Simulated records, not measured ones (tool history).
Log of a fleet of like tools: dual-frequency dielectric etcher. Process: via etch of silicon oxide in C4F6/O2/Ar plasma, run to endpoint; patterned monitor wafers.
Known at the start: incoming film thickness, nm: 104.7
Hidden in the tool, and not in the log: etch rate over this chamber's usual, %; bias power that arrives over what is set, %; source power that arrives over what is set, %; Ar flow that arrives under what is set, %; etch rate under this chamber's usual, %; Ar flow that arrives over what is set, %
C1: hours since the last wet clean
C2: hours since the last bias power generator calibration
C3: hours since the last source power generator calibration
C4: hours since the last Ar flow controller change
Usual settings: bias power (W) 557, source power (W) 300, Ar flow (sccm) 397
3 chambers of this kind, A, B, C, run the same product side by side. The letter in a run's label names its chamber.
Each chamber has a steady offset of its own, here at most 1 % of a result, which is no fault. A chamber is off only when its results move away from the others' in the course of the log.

{"run": "1C", "hour": 7.7, "bias power (W)": 557, "source power (W)": 300, "Ar flow (sccm)": 397, "C1": 377, "C2": 1232.2, "C3": 2144.8, "C4": 1551.5, "endpoint time (s)": 25.155}
{"run": "2A", "hour": 16.5, "bias power (W)": 557, "source power (W)": 300, "Ar flow (sccm)": 397, "C1": 116.6, "C2": 494.9, "C3": 3901.2, "C4": 2557.8, "endpoint time (s)": 25.237}
{"run": "3B", "hour": 26.2, "bias power (W)": 557, "source power (W)": 300, "Ar flow (sccm)": 397, "C1": 127.3, "C2": 3700.8, "C3": 765.4, "C4": 2194.1, "endpoint time (s)": 25.538}
{"run": "4A", "hour": 35.0, "bias power (W)": 557, "source power (W)": 300, "Ar flow (sccm)": 397, "C1": 135.1, "C2": 513.4, "C3": 3919.7, "C4": 2576.3, "endpoint time (s)": 25.052}
{"run": "5B", "hour": 41.5, "bias power (W)": 557, "source power (W)": 230, "Ar flow (sccm)": 482, "C1": 142.6, "C2": 3716.1, "C3": 780.7, "C4": 2209.4, "endpoint time (s)": 29.018}
{"run": "6C", "hour": 48.0, "bias power (W)": 557, "source power (W)": 230, "Ar flow (sccm)": 482, "C1": 417.3, "C2": 1272.5, "C3": 2185.1, "C4": 1591.8, "endpoint time (s)": 28.133}
{"run": "7C", "hour": 53.1, "bias power (W)": 557, "source power (W)": 230, "Ar flow (sccm)": 482, "C1": 422.4, "C2": 1277.6, "C3": 2190.2, "C4": 1596.9, "endpoint time (s)": 28.645}
{"run": "8A", "hour": 58.6, "bias power (W)": 557, "source power (W)": 300, "Ar flow (sccm)": 397, "C1": 158.7, "C2": 537, "C3": 3943.3, "C4": 2599.9, "endpoint time (s)": 25.157}
{"run": "9B", "hour": 64.4, "bias power (W)": 557, "source power (W)": 300, "Ar flow (sccm)": 397, "C1": 165.5, "C2": 3739, "C3": 803.6, "C4": 2232.3, "endpoint time (s)": 25.832}
{"run": "10A", "hour": 74.3, "bias power (W)": 557, "source power (W)": 300, "Ar flow (sccm)": 397, "C1": 174.4, "C2": 552.7, "C3": 3959, "C4": 2615.6, "endpoint time (s)": 25.117}
{"run": "11C", "hour": 80.9, "bias power (W)": 557, "source power (W)": 300, "Ar flow (sccm)": 397, "C1": 450.2, "C2": 1305.4, "C3": 2218, "C4": 1624.7, "endpoint time (s)": 25.241}
{"run": "12B", "hour": 89.1, "bias power (W)": 557, "source power (W)": 300, "Ar flow (sccm)": 397, "C1": 190.2, "C2": 3763.7, "C3": 828.3, "C4": 2257, "endpoint time (s)": 26.233}
{"run": "13C", "hour": 95.0, "bias power (W)": 557, "source power (W)": 300, "Ar flow (sccm)": 397, "C1": 464.3, "C2": 1319.5, "C3": 2232.1, "C4": 1638.8, "endpoint time (s)": 24.997}
{"run": "14A", "hour": 101.0, "bias power (W)": 436, "source power (W)": 300, "Ar flow (sccm)": 363, "C1": 201.1, "C2": 579.4, "C3": 3985.7, "C4": 2642.3, "endpoint time (s)": 27.382}
{"run": "15B", "hour": 110.6, "bias power (W)": 436, "source power (W)": 300, "Ar flow (sccm)": 363, "C1": 211.7, "C2": 3785.2, "C3": 849.8, "C4": 2278.5, "endpoint time (s)": 28.499}
{"run": "16A", "hour": 117.4, "bias power (W)": 436, "source power (W)": 300, "Ar flow (sccm)": 363, "C1": 217.5, "C2": 595.8, "C3": 4002.1, "C4": 2658.7, "endpoint time (s)": 27.285}
{"run": "17B", "hour": 125.0, "bias power (W)": 557, "source power (W)": 300, "Ar flow (sccm)": 397, "C1": 226.1, "C2": 3799.6, "C3": 864.2, "C4": 2292.9, "endpoint time (s)": 26.286}
{"run": "18C", "hour": 132.1, "bias power (W)": 557, "source power (W)": 300, "Ar flow (sccm)": 397, "C1": 501.4, "C2": 1356.6, "C3": 2269.2, "C4": 1675.9, "endpoint time (s)": 25.119}
{"run": "19A", "hour": 141.3, "bias power (W)": 557, "source power (W)": 300, "Ar flow (sccm)": 397, "C1": 241.4, "C2": 619.7, "C3": 4026, "C4": 2682.6, "endpoint time (s)": 25.341}
{"run": "20B", "hour": 146.3, "bias power (W)": 635, "source power (W)": 300, "Ar flow (sccm)": 397, "C1": 247.4, "C2": 3820.9, "C3": 885.5, "C4": 2314.2, "endpoint time (s)": 25.167}
{"run": "21C", "hour": 152.2, "bias power (W)": 635, "source power (W)": 300, "Ar flow (sccm)": 397, "C1": 521.5, "C2": 1376.7, "C3": 2289.3, "C4": 1696, "endpoint time (s)": 24.002}
{"run": "22A", "hour": 160.7, "bias power (W)": 635, "source power (W)": 300, "Ar flow (sccm)": 397, "C1": 260.8, "C2": 639.1, "C3": 4045.4, "C4": 2702, "endpoint time (s)": 24.027}
{"run": "23C", "hour": 166.2, "bias power (W)": 557, "source power (W)": 300, "Ar flow (sccm)": 397, "C1": 535.5, "C2": 1390.7, "C3": 2303.3, "C4": 1710, "endpoint time (s)": 25.214}
{"run": "24B", "hour": 170.8, "bias power (W)": 635, "source power (W)": 300, "Ar flow (sccm)": 487, "C1": 271.9, "C2": 3845.4, "C3": 910, "C4": 2338.7, "endpoint time (s)": 25.995}
{"run": "25B", "hour": 177.0, "bias power (W)": 635, "source power (W)": 300, "Ar flow (sccm)": 487, "C1": 278.1, "C2": 3851.6, "C3": 916.2, "C4": 2344.9, "endpoint time (s)": 26.049}
{"run": "26C", "hour": 186.5, "bias power (W)": 635, "source power (W)": 300, "Ar flow (sccm)": 487, "C1": 555.8, "C2": 1411, "C3": 2323.6, "C4": 1730.3, "endpoint time (s)": 24.56}
{"run": "27A", "hour": 194.5, "bias power (W)": 557, "source power (W)": 300, "Ar flow (sccm)": 397, "C1": 294.6, "C2": 672.9, "C3": 4079.2, "C4": 2735.8, "endpoint time (s)": 25.317}
{"run": "28A", "hour": 201.5, "bias power (W)": 557, "source power (W)": 300, "Ar flow (sccm)": 397, "C1": 301.6, "C2": 679.9, "C3": 4086.2, "C4": 2742.8, "endpoint time (s)": 25.227}

All 3 chambers run these settings next. Forecast each chamber's results:
{"run": "29A", "hour": 208.7, "bias power (W)": 557, "source power (W)": 300, "Ar flow (sccm)": 397, "endpoint time (s)": "?"}
{"run": "29B", "hour": 208.7, "bias power (W)": 557, "source power (W)": 300, "Ar flow (sccm)": 397, "endpoint time (s)": "?"}
{"run": "29C", "hour": 208.7, "bias power (W)": 557, "source power (W)": 300, "Ar flow (sccm)": 397, "endpoint time (s)": "?"}

run=29A endpoint_time_(s)=25.301
run=29B endpoint_time_(s)=27.056
run=29C endpoint_time_(s)=25.204
